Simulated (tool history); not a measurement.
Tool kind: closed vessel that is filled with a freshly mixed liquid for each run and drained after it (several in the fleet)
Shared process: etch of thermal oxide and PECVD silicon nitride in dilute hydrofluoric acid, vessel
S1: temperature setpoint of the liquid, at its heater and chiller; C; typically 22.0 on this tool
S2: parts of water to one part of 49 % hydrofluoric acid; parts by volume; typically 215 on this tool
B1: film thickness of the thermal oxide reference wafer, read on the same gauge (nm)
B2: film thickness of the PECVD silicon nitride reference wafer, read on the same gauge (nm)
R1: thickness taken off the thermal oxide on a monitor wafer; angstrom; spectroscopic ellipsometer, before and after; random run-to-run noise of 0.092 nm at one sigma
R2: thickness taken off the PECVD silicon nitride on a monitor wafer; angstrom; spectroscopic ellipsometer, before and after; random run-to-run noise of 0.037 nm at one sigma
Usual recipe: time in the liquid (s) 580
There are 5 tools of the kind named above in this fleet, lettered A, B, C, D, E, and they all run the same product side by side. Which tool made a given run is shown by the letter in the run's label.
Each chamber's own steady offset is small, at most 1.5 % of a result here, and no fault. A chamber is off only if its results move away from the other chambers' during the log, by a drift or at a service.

Run 1E, hour 13.0: usual settings; B1 40.001; B2 50.033. Result: R1 101.760 angstrom, R2 41.334 angstrom.
Run 2D, hour 20.6: usual settings; B1 40.013; B2 50.004. Result: R1 103.280 angstrom, R2 41.074 angstrom.
Run 3C, hour 32.1: usual settings; B1 39.997; B2 50.001. Result: R1 99.377 angstrom, R2 40.563 angstrom.
Run 4B, hour 39.5: usual settings; B1 40.012; B2 49.955. Result: R1 101.550 angstrom, R2 39.686 angstrom.
Run 5A, hour 52.3: usual settings; B1 40.012; B2 49.994. Result: R1 102.480 angstrom, R2 41.859 angstrom.
At hour 55.3: chamber E: hydrofluoric acid flow meter replaced.
Run 6A, hour 59.3: usual settings but S2 160 parts by volume, time in the liquid (s) 435; B1 39.985; B2 50.001. Result: R1 110.090 angstrom, R2 40.487 angstrom.
Run 7D, hour 69.4: usual settings but S2 160 parts by volume, time in the liquid (s) 435; B1 40.006; B2 50.015. Result: R1 108.350 angstrom, R2 41.529 angstrom.
Run 8E, hour 80.0: usual settings but S2 160 parts by volume, time in the liquid (s) 435; B1 40.012; B2 50.010. Result: R1 108.920 angstrom, R2 40.833 angstrom.
At hour 91.5: chamber C: thermometer replaced.
Run 9B, hour 91.7: usual settings but S2 160 parts by volume, time in the liquid (s) 435; B1 39.989; B2 49.985. Result: R1 104.720 angstrom, R2 40.081 angstrom.
Run 10C, hour 101.0: usual settings but S2 160 parts by volume, time in the liquid (s) 435; B1 40.021; B2 50.030. Result: R1 107.840 angstrom, R2 40.583 angstrom.
Run 11D, hour 115.0: usual settings; B1 40.018; B2 49.951. Result: R1 100.720 angstrom, R2 40.935 angstrom.
Run 12A, hour 123.6: usual settings but S2 325 parts by volume, time in the liquid (s) 300; B1 40.004; B2 49.996. Result: R1 31.179 angstrom, R2 14.294 angstrom.
Run 13C, hour 138.7: usual settings but S2 325 parts by volume, time in the liquid (s) 300; B1 39.990; B2 50.006. Result: R1 30.238 angstrom, R2 13.894 angstrom.
Run 14E, hour 151.7: usual settings but S2 325 parts by volume, time in the liquid (s) 300; B1 39.989; B2 50.053. Result: R1 31.029 angstrom, R2 13.968 angstrom.
Run 15B, hour 159.5: usual settings but S2 325 parts by volume, time in the liquid (s) 300; B1 40.009; B2 50.016. Result: R1 30.596 angstrom, R2 13.789 angstrom.
At hour 165.1: chamber E: thermometer replaced.
Run 16E, hour 170.2: usual settings but S2 325 parts by volume, time in the liquid (s) 300; B1 39.997; B2 50.015. Result: R1 31.244 angstrom, R2 14.068 angstrom.
Run 17D, hour 184.4: usual settings; B1 39.994; B2 50.009. Result: R1 99.126 angstrom, R2 39.732 angstrom.
Run 18B, hour 198.0: usual settings; B1 39.993; B2 49.992. Result: R1 99.762 angstrom, R2 40.540 angstrom.
Run 19A, hour 205.5: usual settings; B1 39.995; B2 49.984. Result: R1 101.760 angstrom, R2 41.164 angstrom.
Run 20C, hour 213.6: usual settings but S1 18.5 C; B1 40.015; B2 49.976. Result: R1 87.364 angstrom, R2 32.517 angstrom.
Run 21B, hour 225.1: usual settings but S1 18.5 C; B1 40.024; B2 49.991. Result: R1 87.080 angstrom, R2 31.958 angstrom.
Run 22C, hour 236.8: usual settings but S1 18.5 C; B1 39.998; B2 49.968. Result: R1 84.649 angstrom, R2 32.022 angstrom.
Run 23D, hour 244.9: usual settings but S1 18.5 C; B1 40.007; B2 49.973. Result: R1 84.606 angstrom, R2 30.601 angstrom.
Run 24A, hour 260.5: usual settings but S1 18.5 C; B1 40.001; B2 49.987. Result: R1 88.139 angstrom, R2 32.254 angstrom.
Run 25E, hour 268.4: usual settings but S2 310 parts by volume; B1 40.004; B2 49.986. Result: R1 64.608 angstrom, R2 28.443 angstrom.
Run 26B, hour 277.1: usual settings but S2 310 parts by volume; B1 39.974; B2 49.984. Result: R1 61.690 angstrom, R2 28.101 angstrom.
Run 27E, hour 287.4: usual settings but S2 310 parts by volume; B1 39.985; B2 49.976. Result: R1 64.552 angstrom, R2 28.356 angstrom.
Run 28D, hour 295.4: usual settings but S2 310 parts by volume; B1 40.000; B2 49.985. Result: R1 58.503 angstrom, R2 26.449 angstrom.
Run 29C, hour 305.8: usual settings but S2 310 parts by volume; B1 40.029; B2 50.001. Result: R1 61.660 angstrom, R2 28.012 angstrom.
Run 30A, hour 316.3: usual settings but S1 17.5 C; B1 40.005; B2 50.016. Result: R1 86.357 angstrom, R2 30.416 angstrom.
Run 31E, hour 323.4: usual settings but S1 17.5 C; B1 40.010; B2 49.993. Result: R1 87.159 angstrom, R2 30.529 angstrom.
Run 32B, hour 336.1: usual settings but S1 17.5 C; B1 40.030; B2 50.028. Result: R1 83.722 angstrom, R2 29.936 angstrom.
Run 33A, hour 350.2: usual settings but S1 17.5 C; B1 39.990; B2 49.988. Result: R1 84.472 angstrom, R2 30.548 angstrom.

Next, all 5 chambers run the settings below, one line each with question marks for the results. What does each chamber give?
Run 34A, hour 361.3: usual settings but S1 17.0 C. Result: R1 ?, R2 ?.
Run 34B, hour 361.3: usual settings but S1 17.0 C. Result: R1 ?, R2 ?.
Run 34C, hour 361.3: usual settings but S1 17.0 C. Result: R1 ?, R2 ?.
Run 34D, hour 361.3: usual settings but S1 17.0 C. Result: R1 ?, R2 ?.
Run 34E, hour 361.3: usual settings but S1 17.0 C. Result: R1 ?, R2 ?.

run      R1      R2
34A  84.027  29.632
34B  83.184  28.721
34C  81.820  28.997
34D  73.801  26.396
34E  83.235  29.519
